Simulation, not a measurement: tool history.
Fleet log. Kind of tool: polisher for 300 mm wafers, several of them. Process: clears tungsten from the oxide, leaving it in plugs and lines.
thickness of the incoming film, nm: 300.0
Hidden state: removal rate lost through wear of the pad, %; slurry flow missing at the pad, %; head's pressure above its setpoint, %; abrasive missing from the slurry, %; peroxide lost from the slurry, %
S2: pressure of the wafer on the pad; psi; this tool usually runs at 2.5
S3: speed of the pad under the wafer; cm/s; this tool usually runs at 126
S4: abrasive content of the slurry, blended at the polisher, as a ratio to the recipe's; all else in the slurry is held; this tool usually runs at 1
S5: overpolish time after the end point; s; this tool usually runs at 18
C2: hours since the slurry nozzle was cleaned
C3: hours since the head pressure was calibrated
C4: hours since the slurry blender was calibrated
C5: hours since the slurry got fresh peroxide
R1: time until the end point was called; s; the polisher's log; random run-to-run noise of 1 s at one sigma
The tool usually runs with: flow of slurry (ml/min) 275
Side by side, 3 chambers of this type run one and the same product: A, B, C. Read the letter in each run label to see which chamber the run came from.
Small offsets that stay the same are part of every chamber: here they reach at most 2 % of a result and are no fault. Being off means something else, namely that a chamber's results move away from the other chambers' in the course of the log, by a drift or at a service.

{"run": "1B", "hour": 7.5, "flow of slurry (ml/min)": 275, "S2": 2.5, "S3": 126, "S4": 1, "S5": 18, "wafers polished on this pad": 294, "C2": 294, "C3": 464.4, "C4": 75, "C5": 133.7, "R1": 64.922}
{"run": "2C", "hour": 19.2, "flow of slurry (ml/min)": 275, "S2": 2.5, "S3": 126, "S4": 1, "S5": 18, "wafers polished on this pad": 904, "C2": 82.3, "C3": 109.1, "C4": 91.9, "C5": 54.7, "R1": 65.16}
{"hour": 23.5, "done": "chamber A: slurry tank refilled with fresh slurry and peroxide"}
{"run": "3A", "hour": 29.9, "flow of slurry (ml/min)": 275, "S2": 2.5, "S3": 126, "S4": 1, "S5": 18, "wafers polished on this pad": 611, "C2": 76, "C3": 638.9, "C4": 127.4, "C5": 6.5, "R1": 66.177}
{"hour": 41.4, "done": "chamber B: slurry tank refilled with fresh slurry and peroxide"}
{"run": "4C", "hour": 42.8, "flow of slurry (ml/min)": 275, "S2": 2.5, "S3": 126, "S4": 1, "S5": 18, "wafers polished on this pad": 1150, "C2": 105.9, "C3": 132.7, "C4": 115.5, "C5": 78.3, "R1": 63.835}
{"run": "5A", "hour": 49.4, "flow of slurry (ml/min)": 275, "S2": 2.5, "S3": 126, "S4": 1, "S5": 18, "wafers polished on this pad": 815, "C2": 95.5, "C3": 658.4, "C4": 146.9, "C5": 26, "R1": 64.927}
{"hour": 56.4, "done": "chamber A: worn pad replaced by a new one"}
{"run": "6B", "hour": 57.9, "flow of slurry (ml/min)": 275, "S2": 2.5, "S3": 126, "S4": 1, "S5": 18, "wafers polished on this pad": 819, "C2": 344.4, "C3": 514.8, "C4": 125.4, "C5": 16.6, "R1": 65.057}
{"hour": 64.4, "done": "chamber C: worn pad replaced by a new one"}
{"hour": 65.6, "done": "chamber B: worn pad replaced by a new one"}
{"run": "7C", "hour": 67.7, "flow of slurry (ml/min)": 275, "S2": 2.8, "S3": 126, "S4": 1, "S5": 18, "wafers polished on this pad": 35, "C2": 130.8, "C3": 157.6, "C4": 140.4, "C5": 103.2, "R1": 57.613}
{"run": "8A", "hour": 73.9, "flow of slurry (ml/min)": 275, "S2": 2.8, "S3": 126, "S4": 1, "S5": 18, "wafers polished on this pad": 183, "C2": 120, "C3": 682.9, "C4": 171.4, "C5": 50.5, "R1": 61.34}
{"hour": 74.5, "done": "chamber C: slurry blender recalibrated"}
{"run": "9B", "hour": 80.6, "flow of slurry (ml/min)": 275, "S2": 2.8, "S3": 126, "S4": 1, "S5": 18, "wafers polished on this pad": 156, "C2": 367.1, "C3": 537.5, "C4": 148.1, "C5": 39.3, "R1": 57.878}
{"run": "10B", "hour": 93.6, "flow of slurry (ml/min)": 275, "S2": 2.5, "S3": 126, "S4": 1, "S5": 18, "wafers polished on this pad": 292, "C2": 380.1, "C3": 550.5, "C4": 161.1, "C5": 52.3, "R1": 64.502}
{"run": "11C", "hour": 103.1, "flow of slurry (ml/min)": 275, "S2": 2.5, "S3": 126, "S4": 1, "S5": 18, "wafers polished on this pad": 404, "C2": 166.2, "C3": 193, "C4": 28.7, "C5": 138.6, "R1": 65.651}
{"run": "12A", "hour": 113.7, "flow of slurry (ml/min)": 275, "S2": 2.5, "S3": 126, "S4": 1, "S5": 18, "wafers polished on this pad": 598, "C2": 159.8, "C3": 722.7, "C4": 211.2, "C5": 90.3, "R1": 68.499}
{"run": "13B", "hour": 125.9, "flow of slurry (ml/min)": 275, "S2": 2.5, "S3": 126, "S4": 1, "S5": 18, "wafers polished on this pad": 629, "C2": 412.4, "C3": 582.8, "C4": 193.4, "C5": 84.6, "R1": 64.47}
{"run": "14A", "hour": 136.3, "flow of slurry (ml/min)": 275, "S2": 2.5, "S3": 126, "S4": 1, "S5": 18, "wafers polished on this pad": 833, "C2": 182.4, "C3": 745.3, "C4": 233.8, "C5": 112.9, "R1": 66.939}
{"hour": 140.7, "done": "chamber A: worn pad replaced by a new one"}
{"run": "15C", "hour": 144.0, "flow of slurry (ml/min)": 275, "S2": 2.5, "S3": 126, "S4": 1, "S5": 18, "wafers polished on this pad": 831, "C2": 207.1, "C3": 233.9, "C4": 69.6, "C5": 179.5, "R1": 67.516}
{"hour": 144.5, "done": "chamber A: slurry tank refilled with fresh slurry and peroxide"}
{"hour": 145.6, "done": "chamber A: head pressure recalibrated"}
{"hour": 146.8, "done": "chamber B: worn pad replaced by a new one"}
{"run": "16A", "hour": 153.6, "flow of slurry (ml/min)": 275, "S2": 2.5, "S3": 126, "S4": 1, "S5": 18, "wafers polished on this pad": 135, "C2": 199.7, "C3": 8, "C4": 251.1, "C5": 9.1, "R1": 66.22}
{"run": "17C", "hour": 164.3, "flow of slurry (ml/min)": 275, "S2": 2.5, "S3": 126, "S4": 1, "S5": 18, "wafers polished on this pad": 1042, "C2": 227.4, "C3": 254.2, "C4": 89.9, "C5": 199.8, "R1": 68.666}
{"hour": 171.3, "done": "chamber C: worn pad replaced by a new one"}
{"run": "18B", "hour": 172.8, "flow of slurry (ml/min)": 275, "S2": 2.5, "S3": 96, "S4": 1, "S5": 22, "wafers polished on this pad": 272, "C2": 459.3, "C3": 629.7, "C4": 240.3, "C5": 131.5, "R1": 87.357}
{"run": "19B", "hour": 182.3, "flow of slurry (ml/min)": 275, "S2": 2.5, "S3": 96, "S4": 1, "S5": 22, "wafers polished on this pad": 371, "C2": 468.8, "C3": 639.2, "C4": 249.8, "C5": 141, "R1": 86.11}
{"run": "20A", "hour": 191.3, "flow of slurry (ml/min)": 275, "S2": 2.5, "S3": 96, "S4": 1, "S5": 22, "wafers polished on this pad": 528, "C2": 237.4, "C3": 45.7, "C4": 288.8, "C5": 46.8, "R1": 86.933}
{"hour": 192.9, "done": "chamber A: slurry blender recalibrated"}
{"hour": 200.4, "done": "chamber B: slurry tank refilled with fresh slurry and peroxide"}
{"run": "21C", "hour": 202.4, "flow of slurry (ml/min)": 275, "S2": 1.9, "S3": 126, "S4": 1.2, "S5": 18, "wafers polished on this pad": 325, "C2": 265.5, "C3": 292.3, "C4": 128, "C5": 237.9, "R1": 87.817}
{"hour": 207.0, "done": "chamber A: worn pad replaced by a new one"}
{"run": "22A", "hour": 213.7, "flow of slurry (ml/min)": 275, "S2": 1.9, "S3": 126, "S4": 1.2, "S5": 18, "wafers polished on this pad": 70, "C2": 259.8, "C3": 68.1, "C4": 20.8, "C5": 69.2, "R1": 83.896}
{"run": "23C", "hour": 222.2, "flow of slurry (ml/min)": 275, "S2": 1.9, "S3": 126, "S4": 1.2, "S5": 18, "wafers polished on this pad": 531, "C2": 285.3, "C3": 312.1, "C4": 147.8, "C5": 257.7, "R1": 88.835}
{"hour": 224.2, "done": "chamber C: slurry blender recalibrated"}
{"run": "24B", "hour": 234.5, "flow of slurry (ml/min)": 275, "S2": 2.5, "S3": 126, "S4": 1, "S5": 18, "wafers polished on this pad": 915, "C2": 521, "C3": 691.4, "C4": 302, "C5": 34.2, "R1": 65.021}
{"hour": 237.1, "done": "chamber B: worn pad replaced by a new one"}
{"run": "25A", "hour": 247.4, "flow of slurry (ml/min)": 275, "S2": 2.5, "S3": 126, "S4": 1, "S5": 18, "wafers polished on this pad": 421, "C2": 293.5, "C3": 101.8, "C4": 54.5, "C5": 102.9, "R1": 67.012}
{"run": "26C", "hour": 253.3, "flow of slurry (ml/min)": 275, "S2": 2.5, "S3": 126, "S4": 1, "S5": 18, "wafers polished on this pad": 856, "C2": 316.4, "C3": 343.2, "C4": 29.1, "C5": 288.8, "R1": 72.713}
{"hour": 255.5, "done": "chamber A: slurry tank refilled with fresh slurry and peroxide"}
{"run": "27B", "hour": 266.1, "flow of slurry (ml/min)": 275, "S2": 2.5, "S3": 126, "S4": 1, "S5": 18, "wafers polished on this pad": 302, "C2": 552.6, "C3": 723, "C4": 333.6, "C5": 65.8, "R1": 65.849}
{"run": "28A", "hour": 277.4, "flow of slurry (ml/min)": 275, "S2": 2.5, "S3": 126, "S4": 1, "S5": 18, "wafers polished on this pad": 734, "C2": 323.5, "C3": 131.8, "C4": 84.5, "C5": 22, "R1": 66.251}
{"hour": 284.7, "done": "chamber B: slurry blender recalibrated"}
{"hour": 288.8, "done": "chamber A: worn pad replaced by a new one"}
{"run": "29C", "hour": 288.8, "flow of slurry (ml/min)": 275, "S2": 2.5, "S3": 126, "S4": 1, "S5": 18, "wafers polished on this pad": 1226, "C2": 351.9, "C3": 378.7, "C4": 64.6, "C5": 324.3, "R1": 71.949}
{"run": "30B", "hour": 295.2, "flow of slurry (ml/min)": 275, "S2": 2.5, "S3": 126, "S4": 1, "S5": 18, "wafers polished on this pad": 606, "C2": 581.7, "C3": 752.1, "C4": 10.6, "C5": 94.9, "R1": 66.098}
{"hour": 301.3, "done": "chamber C: worn pad replaced by a new one"}
{"run": "31A", "hour": 307.8, "flow of slurry (ml/min)": 275, "S2": 2.5, "S3": 126, "S4": 1, "S5": 18, "wafers polished on this pad": 198, "C2": 353.9, "C3": 162.2, "C4": 114.9, "C5": 52.4, "R1": 66.196}
{"run": "32C", "hour": 315.8, "flow of slurry (ml/min)": 275, "S2": 2.5, "S3": 126, "S4": 1, "S5": 18, "wafers polished on this pad": 152, "C2": 378.9, "C3": 405.7, "C4": 91.6, "C5": 351.3, "R1": 72.667}
{"run": "33B", "hour": 324.6, "flow of slurry (ml/min)": 275, "S2": 2.5, "S3": 126, "S4": 1, "S5": 18, "wafers polished on this pad": 912, "C2": 611.1, "C3": 781.5, "C4": 40, "C5": 124.3, "R1": 64.469}
{"run": "34C", "hour": 333.3, "flow of slurry (ml/min)": 275, "S2": 2.5, "S3": 126, "S4": 1, "S5": 18, "wafers polished on this pad": 334, "C2": 396.4, "C3": 423.2, "C4": 109.1, "C5": 368.8, "R1": 73.207}
{"hour": 336.3, "done": "chamber B: worn pad replaced by a new one"}
{"run": "35A", "hour": 346.0, "flow of slurry (ml/min)": 315, "S2": 2.5, "S3": 164, "S4": 1, "S5": 18, "wafers polished on this pad": 597, "C2": 392.1, "C3": 200.4, "C4": 153.1, "C5": 90.6, "R1": 49.376}
{"run": "36B", "hour": 353.9, "flow of slurry (ml/min)": 315, "S2": 2.5, "S3": 164, "S4": 1, "S5": 18, "wafers polished on this pad": 184, "C2": 640.4, "C3": 810.8, "C4": 69.3, "C5": 153.6, "R1": 50.133}
{"hour": 363.4, "done": "chamber B: slurry tank refilled with fresh slurry and peroxide"}
{"run": "37B", "hour": 363.7, "flow of slurry (ml/min)": 315, "S2": 2.5, "S3": 164, "S4": 1, "S5": 18, "wafers polished on this pad": 286, "C2": 650.2, "C3": 820.6, "C4": 79.1, "C5": 0.3, "R1": 49.05}
{"hour": 367.6, "done": "chamber C: slurry blender recalibrated"}
{"run": "38C", "hour": 372.1, "flow of slurry (ml/min)": 275, "S2": 2.5, "S3": 126, "S4": 1, "S5": 18, "wafers polished on this pad": 739, "C2": 435.2, "C3": 462, "C4": 4.6, "C5": 407.6, "R1": 74.712}

The same settings go to every chamber for the next run, one line per chamber below. Forecast the results for each:
{"run": "39A", "hour": 381.5, "flow of slurry (ml/min)": 275, "S2": 2.5, "S3": 126, "S4": 1, "S5": 18, "R1": "?"}
{"run": "39B", "hour": 381.5, "flow of slurry (ml/min)": 275, "S2": 2.5, "S3": 126, "S4": 1, "S5": 18, "R1": "?"}
{"run": "39C", "hour": 381.5, "flow of slurry (ml/min)": 275, "S2": 2.5, "S3": 126, "S4": 1, "S5": 18, "R1": "?"}

run=39A R1=67.314
run=39B R1=64.815
run=39C R1=72.815
